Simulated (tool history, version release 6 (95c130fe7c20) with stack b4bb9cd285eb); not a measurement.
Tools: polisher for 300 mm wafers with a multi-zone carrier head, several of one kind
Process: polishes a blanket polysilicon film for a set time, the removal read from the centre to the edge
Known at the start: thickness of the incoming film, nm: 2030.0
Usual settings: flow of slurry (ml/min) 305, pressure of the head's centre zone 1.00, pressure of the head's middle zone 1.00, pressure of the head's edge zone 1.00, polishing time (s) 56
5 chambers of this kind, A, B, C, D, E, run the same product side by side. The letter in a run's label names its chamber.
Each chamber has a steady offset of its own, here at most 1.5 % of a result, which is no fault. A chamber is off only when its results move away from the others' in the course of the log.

run	hour	flow of slurry (ml/min)	pressure of the head's centre zone	pressure of the head's middle zone	pressure of the head's edge zone	polishing time (s)	film removed at the wafer's centre (Å)	film removed at mid-radius (Å)	film removed at the wafer's edge (Å)
1C	8.5	305	1.00	1.00	1.00	56	6399.9	6498.5	6487.1
2A	14.3	305	1.00	1.00	1.00	56	6406.6	6361.9	6349.4
3B	22.5	305	1.00	1.00	1.00	56	6466.9	6377.3	6373.3
# hour 24.7: chamber B: worn pad replaced by a new one
4E	27.9	305	1.00	1.00	1.00	56	6394.9	6383.4	6403.2
5D	33.3	305	1.00	1.00	1.00	56	6328.7	6409.3	6301.7
6C	40.4	305	1.00	1.00	0.92	42	4814.9	4777.3	4598.7
# hour 41.5: chamber D: worn pad replaced by a new one
7A	47.9	305	1.00	1.00	0.92	42	4722.8	4840.5	4593.2
# hour 51.3: chamber A: worn pad replaced by a new one
8B	55.7	305	1.00	1.00	0.92	42	4763.7	4744.1	4615.2
9E	63.0	305	1.00	1.00	0.92	42	4740.3	4819.2	4618.2
10D	69.6	305	1.00	1.00	0.92	42	4833.2	4850.0	4551.5
11C	76.0	305	1.05	1.00	1.10	56	6865.4	6546.1	6732.5
12E	81.0	305	1.05	1.00	1.10	56	6716.7	6454.0	6719.5
# hour 82.6: chamber E: worn pad replaced by a new one
13D	85.4	305	1.05	1.00	1.10	56	6695.6	6299.0	6725.9
# hour 87.8: chamber D: centre zone pressure recalibrated
# hour 89.2: chamber A: centre zone pressure recalibrated
14A	93.4	305	1.05	1.00	1.10	56	6375.3	6427.1	6540.1
# hour 94.5: chamber B: slurry nozzle cleaned
# hour 97.9: chamber D: worn pad replaced by a new one
15B	98.5	305	1.05	1.00	1.10	56	6727.2	6289.8	6727.2
16E	106.8	305	1.00	1.00	1.00	56	6377.6	6394.9	6460.4
17B	115.4	305	1.00	1.00	1.00	56	6449.7	6355.2	6403.3
# hour 117.6: chamber A: worn pad replaced by a new one
# hour 121.8: chamber C: worn pad replaced by a new one
18C	123.0	305	1.00	1.00	1.00	56	6255.0	6443.2	6463.4
19D	129.5	305	1.00	1.00	1.00	56	6410.9	6379.1	6375.2
20A	134.2	305	1.00	1.00	1.00	56	6079.1	6535.9	6356.6
21C	139.4	305	1.00	1.11	1.00	62	7068.8	7737.6	7184.9
# hour 145.5: chamber D: worn pad replaced by a new one
22A	145.9	305	1.00	1.11	1.00	62	6715.6	7815.4	6955.4
# hour 147.6: chamber B: worn pad replaced by a new one
23E	153.7	305	1.00	1.11	1.00	62	7075.5	7766.1	7062.7
24B	161.7	305	1.00	1.11	1.00	62	7084.8	7828.9	7113.6
# hour 162.2: chamber D: edge zone pressure recalibrated
25D	168.1	305	1.00	1.11	1.00	62	7198.7	7845.3	7085.6
# hour 171.9: chamber E: worn pad replaced by a new one
26D	173.0	305	1.00	1.00	1.00	56	6395.5	6334.7	6409.9
# hour 174.0: chamber E: slurry nozzle cleaned
# hour 178.2: chamber A: worn pad replaced by a new one
27C	180.4	305	1.00	1.00	1.07	56	6498.8	6388.3	6706.1
28A	187.7	305	1.00	1.00	1.07	56	6132.3	6451.5	6469.4
29E	192.7	305	1.00	1.00	1.07	56	6322.9	6321.4	6645.5
30B	197.8	305	1.00	1.00	1.07	56	6458.8	6453.0	6570.8
31E	205.8	305	1.00	1.00	1.07	56	6292.2	6386.3	6662.1
32C	214.6	305	1.00	1.00	1.00	56	6398.7	6544.7	6508.9

All 5 chambers run these settings next. Forecast each chamber's results:
33A	221.0	305	1.00	1.00	1.00	56	?	?	?
33B	221.0	305	1.00	1.00	1.00	56	?	?	?
33C	221.0	305	1.00	1.00	1.00	56	?	?	?
33D	221.0	305	1.00	1.00	1.00	56	?	?	?
33E	221.0	305	1.00	1.00	1.00	56	?	?	?

run	film removed at the wafer's centre (Å)	film removed at mid-radius (Å)	film removed at the wafer's edge (Å)
33A	5953.2	6522.3	6306.6
33B	6508.4	6439.3	6499.7
33C	6296.5	6522.0	6440.4
33D	6371.6	6359.8	6308.4
33E	6549.3	6456.5	6378.2
